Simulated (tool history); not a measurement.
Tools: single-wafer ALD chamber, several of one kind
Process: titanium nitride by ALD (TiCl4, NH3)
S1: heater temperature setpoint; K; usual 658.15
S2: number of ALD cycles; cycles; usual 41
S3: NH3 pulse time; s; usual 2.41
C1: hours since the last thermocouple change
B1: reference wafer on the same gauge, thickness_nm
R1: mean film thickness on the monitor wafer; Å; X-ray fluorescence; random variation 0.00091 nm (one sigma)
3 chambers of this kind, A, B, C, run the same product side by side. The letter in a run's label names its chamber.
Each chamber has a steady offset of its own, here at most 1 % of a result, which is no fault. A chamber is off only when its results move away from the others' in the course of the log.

| run | hour | S1 | S2 | S3 | C1 | B1 | R1 |
|---|---|---|---|---|---|---|---|
| 1A | 4.2 | 658.15 | 41 | 2.41 | 2929.4 | 0.92896 | 8.9394 |
| 2C | 8.5 | 658.15 | 41 | 2.41 | 971 | 0.92896 | 8.9566 |
| 3B | 13.3 | 658.15 | 41 | 2.41 | 1051.8 | 0.92833 | 9.0711 |
| 4C | 16.1 | 658.15 | 41 | 2.41 | 978.6 | 0.92878 | 8.9406 |
| 5B | 19.1 | 658.15 | 41 | 2.41 | 1057.6 | 0.92833 | 9.0569 |
| 6A | 23.3 | 658.15 | 41 | 2.41 | 2948.5 | 0.92847 | 8.923 |
| 7B | 26 | 658.15 | 41 | 2.41 | 1064.5 | 0.92814 | 9.043 |
| 8A | 28.8 | 658.15 | 41 | 2.41 | 2954 | 0.92821 | 8.9309 |
| 9C | 33.2 | 658.15 | 41 | 2.41 | 995.7 | 0.92831 | 8.9588 |
| 10A | 38.6 | 658.15 | 41 | 2.41 | 2963.8 | 0.92814 | 8.9218 |
| 11C | 44.2 | 658.15 | 41 | 2.41 | 1006.7 | 0.92773 | 8.9491 |
| 12B | 48.7 | 658.15 | 41 | 2.41 | 1087.2 | 0.92784 | 9.0552 |
| 13B | 53.6 | 658.15 | 41 | 2.41 | 1092.1 | 0.9278 | 9.0546 |
| 14C | 57.7 | 658.15 | 41 | 2.41 | 1020.2 | 0.92769 | 8.9506 |
| 15A | 62.5 | 658.15 | 41 | 2.41 | 2987.7 | 0.92757 | 8.9177 |
| 16A | 67 | 658.15 | 41 | 2.41 | 2992.2 | 0.92757 | 8.904 |
| 17B | 70.6 | 658.15 | 41 | 2.41 | 1109.1 | 0.92729 | 9.0489 |
| 18C | 74.2 | 653.15 | 41 | 2.74 | 1036.7 | 0.92712 | 8.977 |
| 19B | 77.4 | 653.15 | 41 | 2.74 | 1115.9 | 0.92713 | 9.0719 |
| 20A | 79.8 | 653.15 | 41 | 2.74 | 3005 | 0.92721 | 8.9364 |
| 21C | 82.5 | 658.15 | 41 | 1.63 | 1045 | 0.9271 | 8.7837 |
| 22B | 86.4 | 658.15 | 41 | 1.63 | 1124.9 | 0.92719 | 8.8693 |
| 23A | 92 | 658.15 | 41 | 1.63 | 3017.2 | 0.9271 | 8.7326 |
| 24C | 97.3 | 658.15 | 41 | 2.41 | 1059.8 | 0.92704 | 8.9394 |
| 25C | 101.7 | 658.15 | 41 | 2.41 | 1064.2 | 0.92689 | 8.9421 |
| 26A | 104.3 | 665.15 | 46 | 2.41 | 3029.5 | 0.9266 | 10.055 |
| 27B | 108.3 | 665.15 | 46 | 2.41 | 1146.8 | 0.9265 | 10.206 |
| 28A | 112.3 | 665.15 | 46 | 2.41 | 3037.5 | 0.92625 | 10.04 |
|  | 115.3 | chamber A: thermocouple changed; heater temperature recalibrated |
| 29B | 117.6 | 658.15 | 41 | 2.41 | 1156.1 | 0.92603 | 9.0268 |
| 30C | 123.1 | 658.15 | 41 | 1.8 | 1085.6 | 0.92612 | 8.8185 |
| 31C | 127.2 | 658.15 | 41 | 1.8 | 1089.7 | 0.92612 | 8.7929 |
| 32A | 131 | 658.15 | 41 | 1.8 | 15.8 | 0.92597 | 8.7677 |
| 33B | 134.2 | 658.15 | 34 | 2.41 | 1172.7 | 0.92578 | 7.495 |
| 34C | 137.6 | 658.15 | 34 | 2.41 | 1100.1 | 0.92572 | 7.4086 |
| 35A | 140.3 | 658.15 | 34 | 2.41 | 25.1 | 0.92564 | 7.3936 |
| 36B | 144 | 658.15 | 46 | 2.41 | 1182.5 | 0.92536 | 10.145 |
| 37B | 148 | 658.15 | 46 | 2.41 | 1186.5 | 0.92536 | 10.137 |
| 38A | 152.7 | 658.15 | 46 | 2.41 | 37.5 | 0.92549 | 9.9843 |
| 39C | 155.7 | 658.15 | 41 | 2.41 | 1118.2 | 0.92533 | 8.9386 |
| 40C | 159.9 | 658.15 | 41 | 2.41 | 1122.4 | 0.92534 | 8.9385 |

Is one chamber off against the others, does the gauge drift, or is nothing wrong? If a chamber is off, say which, and what the likeliest cause is.

The gauge drifts, so all chambers seem to drift together. No chamber is off.
Cause: gauge reads low (%) = 0.416.
